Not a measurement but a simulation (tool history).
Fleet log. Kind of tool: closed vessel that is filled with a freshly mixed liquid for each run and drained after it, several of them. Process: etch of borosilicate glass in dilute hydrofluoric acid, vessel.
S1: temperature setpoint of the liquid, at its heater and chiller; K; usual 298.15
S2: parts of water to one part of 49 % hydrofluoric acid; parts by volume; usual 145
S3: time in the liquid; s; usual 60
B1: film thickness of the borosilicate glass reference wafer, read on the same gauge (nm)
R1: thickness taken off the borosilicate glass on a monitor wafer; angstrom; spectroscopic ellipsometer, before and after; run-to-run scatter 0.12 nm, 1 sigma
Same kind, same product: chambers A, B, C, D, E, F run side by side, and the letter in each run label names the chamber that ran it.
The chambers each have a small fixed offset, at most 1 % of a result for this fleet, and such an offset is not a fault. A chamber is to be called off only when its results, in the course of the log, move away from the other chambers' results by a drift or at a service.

| run | hour | S1 | S2 | S3 | B1 | R1 |
|---|---|---|---|---|---|---|
| 1A | 7.4 | 298.15 | 145 | 60 | 30.03 | 124.62 |
| 2B | 13.5 | 298.15 | 145 | 60 | 29.977 | 126.93 |
| 3C | 17.2 | 298.15 | 145 | 60 | 30.001 | 125.81 |
| 4E | 24.8 | 298.15 | 145 | 60 | 30.024 | 124.22 |
| 5D | 28.6 | 298.15 | 145 | 60 | 30.012 | 123.92 |
| 6F | 34.7 | 298.15 | 145 | 60 | 29.999 | 126.92 |
| 7F | 40.5 | 298.15 | 80 | 30 | 29.997 | 120.36 |
| 8D | 48.1 | 298.15 | 80 | 30 | 29.989 | 120.87 |
| 9A | 55.3 | 298.15 | 80 | 30 | 30.041 | 123.5 |
| 10B | 61.4 | 298.15 | 80 | 30 | 29.979 | 122.72 |
| 11C | 68.8 | 298.15 | 80 | 30 | 30.006 | 123.05 |
| 12E | 73.2 | 298.15 | 80 | 30 | 29.945 | 124.84 |
|  | 77.6 | chamber A: thermometer replaced |
| 13C | 79.8 | 298.15 | 145 | 60 | 30.017 | 121.13 |
| 14D | 87.4 | 298.15 | 145 | 60 | 29.989 | 123.34 |
| 15B | 94.1 | 298.15 | 145 | 60 | 30.012 | 123.83 |
| 16A | 100.6 | 298.15 | 145 | 60 | 29.991 | 125.1 |
| 17F | 106.5 | 298.15 | 210 | 30 | 30.004 | 39.873 |
| 18E | 113.3 | 298.15 | 210 | 30 | 29.998 | 39.959 |
| 19D | 121.6 | 298.15 | 210 | 30 | 30.005 | 40.561 |
| 20C | 126.5 | 298.15 | 210 | 30 | 29.976 | 37.425 |
| 21A | 133.5 | 298.15 | 210 | 30 | 29.994 | 40.75 |
| 22B | 140.2 | 298.15 | 210 | 30 | 29.991 | 40.366 |
| 23F | 146.7 | 298.15 | 145 | 60 | 29.986 | 124.42 |
|  | 147.7 | chamber E: hydrofluoric acid flow meter replaced |
| 24E | 153.1 | 298.15 | 145 | 70 | 29.999 | 145.74 |
| 25F | 161 | 298.15 | 145 | 70 | 30.004 | 144.98 |
| 26E | 166.2 | 298.15 | 145 | 70 | 30.017 | 144.67 |
| 27A | 173.8 | 298.15 | 145 | 70 | 30.004 | 145.25 |
| 28C | 178.7 | 298.15 | 145 | 70 | 29.973 | 134.4 |
| 29B | 186.9 | 298.15 | 145 | 70 | 29.993 | 146.7 |
| 30D | 193.4 | 298.15 | 145 | 60 | 29.978 | 124.2 |
| 31C | 198.3 | 298.15 | 145 | 60 | 29.998 | 112.18 |
| 32B | 206 | 298.15 | 145 | 60 | 30.032 | 124.39 |
| 33A | 209.8 | 298.15 | 145 | 60 | 29.998 | 124.43 |
| 34F | 214 | 298.15 | 145 | 60 | 30.003 | 124.76 |
| 35D | 220.2 | 298.15 | 145 | 60 | 29.945 | 125.72 |
| 36E | 225.4 | 298.15 | 145 | 60 | 30.005 | 124.21 |
| 37A | 233.4 | 298.15 | 145 | 60 | 30.005 | 124.71 |
| 38D | 239.5 | 298.15 | 145 | 60 | 29.986 | 125 |
| 39E | 243.8 | 298.15 | 145 | 60 | 29.994 | 124.47 |

Next, every chamber runs the same settings. What will each give?
| 40A | 249.8 | 298.15 | 145 | 60 |  | ? |
| 40B | 249.8 | 298.15 | 145 | 60 |  | ? |
| 40C | 249.8 | 298.15 | 145 | 60 |  | ? |
| 40D | 249.8 | 298.15 | 145 | 60 |  | ? |
| 40E | 249.8 | 298.15 | 145 | 60 |  | ? |
| 40F | 249.8 | 298.15 | 145 | 60 |  | ? |

| run | R1 |
|---|---|
| 40A | 125.6 |
| 40B | 123.81 |
| 40C | 110.53 |
| 40D | 124.96 |
| 40E | 127.43 |
| 40F | 124.48 |
